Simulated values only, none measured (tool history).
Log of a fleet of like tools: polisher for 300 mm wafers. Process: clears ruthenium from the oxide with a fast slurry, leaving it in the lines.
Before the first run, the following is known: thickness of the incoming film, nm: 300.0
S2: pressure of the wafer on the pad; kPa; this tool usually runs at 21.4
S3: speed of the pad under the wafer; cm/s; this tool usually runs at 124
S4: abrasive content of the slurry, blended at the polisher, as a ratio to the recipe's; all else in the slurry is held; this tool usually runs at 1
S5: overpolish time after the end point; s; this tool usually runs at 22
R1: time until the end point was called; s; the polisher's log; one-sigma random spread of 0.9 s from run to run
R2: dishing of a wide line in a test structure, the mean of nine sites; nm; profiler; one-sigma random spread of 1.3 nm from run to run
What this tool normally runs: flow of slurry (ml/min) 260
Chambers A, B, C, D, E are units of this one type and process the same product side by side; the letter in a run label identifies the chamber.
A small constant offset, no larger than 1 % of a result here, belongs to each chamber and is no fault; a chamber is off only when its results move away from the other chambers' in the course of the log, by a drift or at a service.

At day 0.004: chamber B: head pressure recalibrated.
At day 0.042: chamber A: worn pad replaced by a new one.
Run 1A, day 0.246: usual settings. Result: R1 53.256 s, R2 89.977 nm.
Run 2D, day 0.425: usual settings. Result: R1 53.656 s, R2 90.941 nm.
At day 0.512: chamber A: slurry blender recalibrated.
Run 3B, day 0.558: usual settings. Result: R1 52.251 s, R2 91.993 nm.
Run 4E, day 0.721: usual settings. Result: R1 53 s, R2 89.653 nm.
Run 5C, day 0.908: usual settings. Result: R1 53.907 s, R2 91.021 nm.
Run 6C, day 1.15: usual settings. Result: R1 55.291 s, R2 89.913 nm.
Run 7A, day 1.312: usual settings. Result: R1 53.69 s, R2 92.226 nm.
At day 1.375: chamber C: slurry nozzle cleaned.
Run 8E, day 1.538: usual settings. Result: R1 53.184 s, R2 89.557 nm.
At day 1.642: chamber D: worn pad replaced by a new one.
Run 9B, day 1.696: usual settings but S4 1.1. Result: R1 50.499 s, R2 93.451 nm.
Run 10D, day 1.867: usual settings but S4 1.1. Result: R1 51.157 s, R2 93.167 nm.
At day 1.954: chamber A: worn pad replaced by a new one.
Run 11B, day 2.125: usual settings but S4 1.1. Result: R1 52.95 s, R2 92.225 nm.
At day 2.142: chamber B: worn pad replaced by a new one.
Run 12C, day 2.3: usual settings but S4 1.1. Result: R1 52.277 s, R2 94.36 nm.
Run 13A, day 2.567: usual settings but S4 1.1. Result: R1 50.097 s, R2 93.153 nm.
Run 14D, day 2.721: usual settings. Result: R1 53.864 s, R2 89.626 nm.
Run 15E, day 2.979: usual settings but S2 15.2 kPa, S3 144 cm/s. Result: R1 66.133 s, R2 76.998 nm.
At day 3.071: chamber C: worn pad replaced by a new one.
Run 16C, day 3.208: usual settings but S2 15.2 kPa, S3 144 cm/s. Result: R1 64.986 s, R2 77.027 nm.
At day 3.383: chamber D: worn pad replaced by a new one.
Run 17E, day 3.433: usual settings but S2 15.2 kPa, S3 144 cm/s. Result: R1 64.317 s, R2 79.449 nm.
At day 3.492: chamber E: worn pad replaced by a new one.
At day 3.533: chamber A: worn pad replaced by a new one.
Run 18B, day 3.629: usual settings but S2 15.2 kPa, S3 144 cm/s. Result: R1 63.081 s, R2 79.004 nm.
Run 19D, day 3.9: usual settings but S2 15.2 kPa, S3 144 cm/s. Result: R1 67.058 s, R2 76.147 nm.
Run 20A, day 4.067: usual settings. Result: R1 52.796 s, R2 91.055 nm.
Run 21D, day 4.329: usual settings but flow of slurry (ml/min) 195, S3 138 cm/s. Result: R1 50.455 s, R2 95.685 nm.
Run 22C, day 4.521: usual settings but flow of slurry (ml/min) 195, S3 138 cm/s. Result: R1 49.123 s, R2 94.385 nm.
At day 4.596: chamber B: worn pad replaced by a new one.
Run 23B, day 4.738: usual settings but flow of slurry (ml/min) 195, S3 138 cm/s. Result: R1 49.586 s, R2 95.136 nm.
Run 24E, day 4.875: usual settings but flow of slurry (ml/min) 195, S3 138 cm/s. Result: R1 50.389 s, R2 94.662 nm.
Run 25A, day 5.058: usual settings but flow of slurry (ml/min) 195, S3 138 cm/s. Result: R1 49.055 s, R2 96.678 nm.
At day 5.079: chamber A: slurry blender recalibrated.
At day 5.117: chamber A: worn pad replaced by a new one.
Run 26A, day 5.229: usual settings. Result: R1 52.308 s, R2 92.531 nm.
At day 5.4: chamber D: worn pad replaced by a new one.
Run 27C, day 5.454: usual settings. Result: R1 54.456 s, R2 90.194 nm.
Run 28B, day 5.725: usual settings. Result: R1 55.719 s, R2 92.576 nm.
Run 29D, day 5.971: usual settings. Result: R1 61.111 s, R2 83.449 nm.
Run 30E, day 6.133: usual settings. Result: R1 54.767 s, R2 91.817 nm.
At day 6.308: chamber E: slurry blender recalibrated.
Run 31B, day 6.35: usual settings. Result: R1 54.344 s, R2 89.93 nm.
Run 32D, day 6.521: usual settings. Result: R1 58.935 s, R2 81.921 nm.
Run 33A, day 6.754: usual settings. Result: R1 53.203 s, R2 89.797 nm.
Run 34E, day 6.954: usual settings. Result: R1 55.343 s, R2 89.761 nm.
At day 6.996: chamber B: worn pad replaced by a new one.
Run 35C, day 7.121: usual settings but flow of slurry (ml/min) 295. Result: R1 52.34 s, R2 90.787 nm.
Run 36C, day 7.242: usual settings but flow of slurry (ml/min) 295. Result: R1 52.348 s, R2 92.586 nm.
At day 7.275: chamber D: worn pad replaced by a new one.
Run 37D, day 7.362: usual settings but flow of slurry (ml/min) 295. Result: R1 62.52 s, R2 78.51 nm.
Run 38B, day 7.508: usual settings but flow of slurry (ml/min) 295. Result: R1 53.574 s, R2 91.93 nm.

Decide between three cases: one chamber stands off from its peers, the gauge reading all wafers drifts, or nothing is wrong past each chamber's small offset. Where a chamber is off, say which and what most likely put it there.

Little by little, chamber D moves away from the other chambers.
What lies behind it: abrasive missing from the slurry, % = 30.3.

Here are 4 candidates for chamber D's next run, each the usual settings with a change, their results left as question marks. Which one brings its results back in line with what the others give on the usual settings?
Counts as in line when no further than this from what the other chambers average on the usual settings: R1 3.2 s; R2 4.4 nm
Run 39D-1, day 7.704: usual settings but S2 22.8 kPa, S3 134 cm/s, S4 1.05. Result: R1 ?, R2 ?.
Run 39D-2, day 7.704: usual settings but S2 20 kPa, S3 114 cm/s, S4 0.95. Result: R1 ?, R2 ?.
Run 39D-3, day 7.704: usual settings but S2 20.7 kPa, S3 120 cm/s. Result: R1 ?, R2 ?.
Run 39D-4, day 7.704: usual settings but S2 22.1 kPa, S3 128 cm/s. Result: R1 ?, R2 ?.

Mean of the other chambers on the usual settings: R1 53.808 s; R2 90.82 nm
  run      R1      R2
39D-1  54.517  89.681
39D-2  77.076  67.203
39D-3  68.794  74.029
39D-4  60.435  82.466
The answer is 39D-1, which returns the chamber to within the allowed miss of the others.

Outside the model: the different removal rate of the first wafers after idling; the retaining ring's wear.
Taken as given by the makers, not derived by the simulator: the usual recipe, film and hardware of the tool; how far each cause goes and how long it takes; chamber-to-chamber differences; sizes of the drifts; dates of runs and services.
